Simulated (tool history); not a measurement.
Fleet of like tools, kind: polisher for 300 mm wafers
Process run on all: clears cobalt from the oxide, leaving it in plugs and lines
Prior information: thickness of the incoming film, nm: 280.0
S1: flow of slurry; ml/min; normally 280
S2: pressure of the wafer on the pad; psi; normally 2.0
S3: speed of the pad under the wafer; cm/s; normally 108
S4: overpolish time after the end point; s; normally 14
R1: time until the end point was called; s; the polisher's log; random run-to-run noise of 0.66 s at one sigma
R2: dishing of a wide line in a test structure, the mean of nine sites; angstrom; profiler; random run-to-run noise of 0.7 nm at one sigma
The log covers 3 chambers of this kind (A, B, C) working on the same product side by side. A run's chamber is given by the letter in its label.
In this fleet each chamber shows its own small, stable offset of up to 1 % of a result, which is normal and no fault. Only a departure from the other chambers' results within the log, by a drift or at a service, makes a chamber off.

run,hour,S1,S2,S3,S4,R1,R2
1B,6.6,280,2.0,108,14,55.693,385.87
# hour 13.9: chamber B: worn pad replaced by a new one
2A,14.8,280,2.0,108,14,56.281,373.52
3C,22.9,280,2.0,108,14,55.562,393.02
# hour 28.0: chamber A: worn pad replaced by a new one
4B,32.2,280,2.0,108,14,54.954,383.30
# hour 36.8: chamber C: head pressure recalibrated
5C,39.9,280,2.0,108,14,56.050,376.79
6A,49.9,280,2.0,108,14,56.079,368.28
7C,57.2,280,2.0,78,14,75.893,315.51
8B,62.8,280,2.0,78,14,77.410,328.26
# hour 68.7: chamber C: worn pad replaced by a new one
9A,71.3,280,2.0,78,14,75.898,326.23
# hour 76.3: chamber B: worn pad replaced by a new one
10B,77.5,280,2.0,108,14,56.727,387.32
# hour 77.9: chamber B: slurry nozzle cleaned
# hour 79.6: chamber A: worn pad replaced by a new one
11A,86.3,280,2.0,108,14,55.475,384.58
12C,93.3,280,2.0,108,14,56.297,379.29
13C,103.7,280,2.0,108,14,55.574,388.99
14B,110.0,280,2.0,108,14,53.305,393.47
15A,119.9,280,2.0,108,14,55.634,379.85
# hour 130.4: chamber A: worn pad replaced by a new one
16B,130.7,280,2.0,108,14,53.656,377.70
# hour 132.8: chamber C: worn pad replaced by a new one
17C,138.1,280,2.0,108,14,55.206,386.78
18A,148.8,280,2.0,108,14,55.367,380.52
# hour 150.4: chamber B: worn pad replaced by a new one
19A,159.2,280,2.0,108,14,56.477,384.46
20C,169.8,185,1.7,108,14,67.957,341.47
# hour 175.7: chamber A: worn pad replaced by a new one
21B,179.4,185,1.7,108,14,64.303,355.08
22A,189.7,185,1.7,108,14,68.561,345.41
23C,194.6,280,2.0,108,14,56.203,380.74
# hour 195.0: chamber C: slurry nozzle cleaned
# hour 198.7: chamber C: worn pad replaced by a new one
24B,199.5,280,2.0,108,14,51.105,402.61
25B,210.3,280,2.0,108,14,50.655,399.00
26C,218.8,280,2.0,108,14,55.536,369.41
27A,226.3,280,2.0,108,14,54.645,379.88
28C,233.2,280,2.0,108,14,54.974,370.30

Decide between three cases: one chamber stands off from its peers, the gauge reading all wafers drifts, or nothing is wrong past each chamber's small offset. Where a chamber is off, say which and what most likely put it there.

One chamber, B, drifts off from the rest bit by bit.
What lies behind it: head's pressure above its setpoint, % = 10.3.

Here are 4 candidates for chamber B's next run, each the usual settings with a change, their results left as question marks. Which one brings its results back in line with what the others give on the usual settings?
Maximum distance from the other chambers' mean on the usual settings for a result to count as in line: R1 2.400 s; R2 25.00 angstrom
29B-1,240.9,280,1.8,98,14,?,?
29B-2,240.9,280,2.1,114,14,?,?
29B-3,240.9,285,2.2,118,14,?,?
29B-4,240.9,280,1.9,102,14,?,?

Other chambers, usual settings, mean: R1 55.751 s; R2 382.27 angstrom
run,R1,R2
29B-1,60.854,366.43
29B-2,44.842,418.46
29B-3,41.292,430.93
29B-4,55.403,383.20
The answer is 29B-4, which returns the chamber to within the allowed miss of the others.
